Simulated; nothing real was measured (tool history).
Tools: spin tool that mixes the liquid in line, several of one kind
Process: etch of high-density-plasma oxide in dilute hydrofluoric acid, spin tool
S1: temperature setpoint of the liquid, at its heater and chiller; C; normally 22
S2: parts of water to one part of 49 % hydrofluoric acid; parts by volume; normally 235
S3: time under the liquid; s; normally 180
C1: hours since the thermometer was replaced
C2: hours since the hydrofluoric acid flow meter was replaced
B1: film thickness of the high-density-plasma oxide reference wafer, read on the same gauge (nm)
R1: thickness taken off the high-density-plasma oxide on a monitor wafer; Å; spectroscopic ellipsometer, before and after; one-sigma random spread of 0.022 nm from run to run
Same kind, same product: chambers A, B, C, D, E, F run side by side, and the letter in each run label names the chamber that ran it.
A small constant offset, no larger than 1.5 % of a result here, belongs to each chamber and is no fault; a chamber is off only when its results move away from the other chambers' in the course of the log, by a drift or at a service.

run	hour	S1	S2	S3	C1	C2	B1	R1
1F	3.8	22	235	180	754.2	1266.5	80.01	31.641
2A	7.1	22	235	180	1810.9	202.4	80.003	31.484
3D	10.7	22	235	180	1354.9	793.2	79.988	30.733
4C	15.4	22	235	180	658.9	936.1	80	31.542
# hour 19.8: chamber B: hydrofluoric acid flow meter replaced
5B	20.8	27	320	180	574.2	1	80.005	25.178
6E	25.3	27	320	180	2218.7	710.6	80.004	24.878
7F	31	27	320	180	781.4	1293.7	80.003	25.258
8D	34.6	27	320	180	1378.8	817.1	80.019	24.458
9E	41.1	27	320	180	2234.5	726.4	79.981	24.648
10B	45.3	27	320	180	598.7	25.5	80.002	25.22
11A	50.5	19	140	180	1854.3	245.8	80.001	51.34
12C	56.3	19	140	180	699.8	977	79.98	52.039
13D	60.8	19	140	180	1405	843.3	80.003	51.125
# hour 62.6: chamber F: hydrofluoric acid flow meter replaced
14F	67.5	19	140	180	817.9	5	80.007	52.625
15B	72	19	140	180	625.4	52.2	80.02	50.745
16E	76.1	19	140	180	2269.5	761.4	79.991	51.164
# hour 80: chamber C: hydrofluoric acid flow meter replaced
17C	81.9	22	235	180	725.4	2	80.006	30.948
18A	87.9	22	235	180	1891.7	283.2	80.002	31.304
19A	93.7	22	235	180	1897.5	289	79.994	31.233
20E	98.7	27	235	180	2292.1	784	79.971	37.427
21D	104.5	27	235	180	1448.7	887	79.985	36.973
22C	110.6	27	235	180	754.1	30.7	80.001	37.492
23B	116.9	27	235	180	670.3	97.1	80	37.51
24F	122.6	27	235	180	873	60.1	80.029	37.798
25B	128	27	235	180	681.4	108.2	79.989	37.722
26E	133.8	22	235	180	2327.2	819.1	79.983	31.032
27D	140.9	22	235	180	1485.1	923.4	79.992	30.439
# hour 141.6: chamber C: thermometer replaced
28F	146.6	22	235	180	897	84.1	79.978	31.527
29A	150.7	22	235	180	1954.5	346	80.022	31.177
30C	157.4	22	235	180	15.8	77.5	79.96	30.943
31E	160.7	22	235	180	2354.1	846	80.011	31.306
32B	164.5	22	235	180	717.9	144.7	80.023	31.289
33C	170.4	26.5	185	180	28.8	90.5	80.004	49.299
34A	175.4	26.5	185	180	1979.2	370.7	80.007	49.348
35F	179.8	26.5	185	180	930.2	117.3	80.002	49.214
36D	186.6	26.5	185	180	1530.8	969.1	79.979	49.035

Decide between three cases: one chamber stands off from its peers, the gauge reading all wafers drifts, or nothing is wrong past each chamber's small offset. Where a chamber is off, say which and what most likely put it there.

The fleet is healthy, with each chamber sitting at its usual small offset and no drift in the gauge.
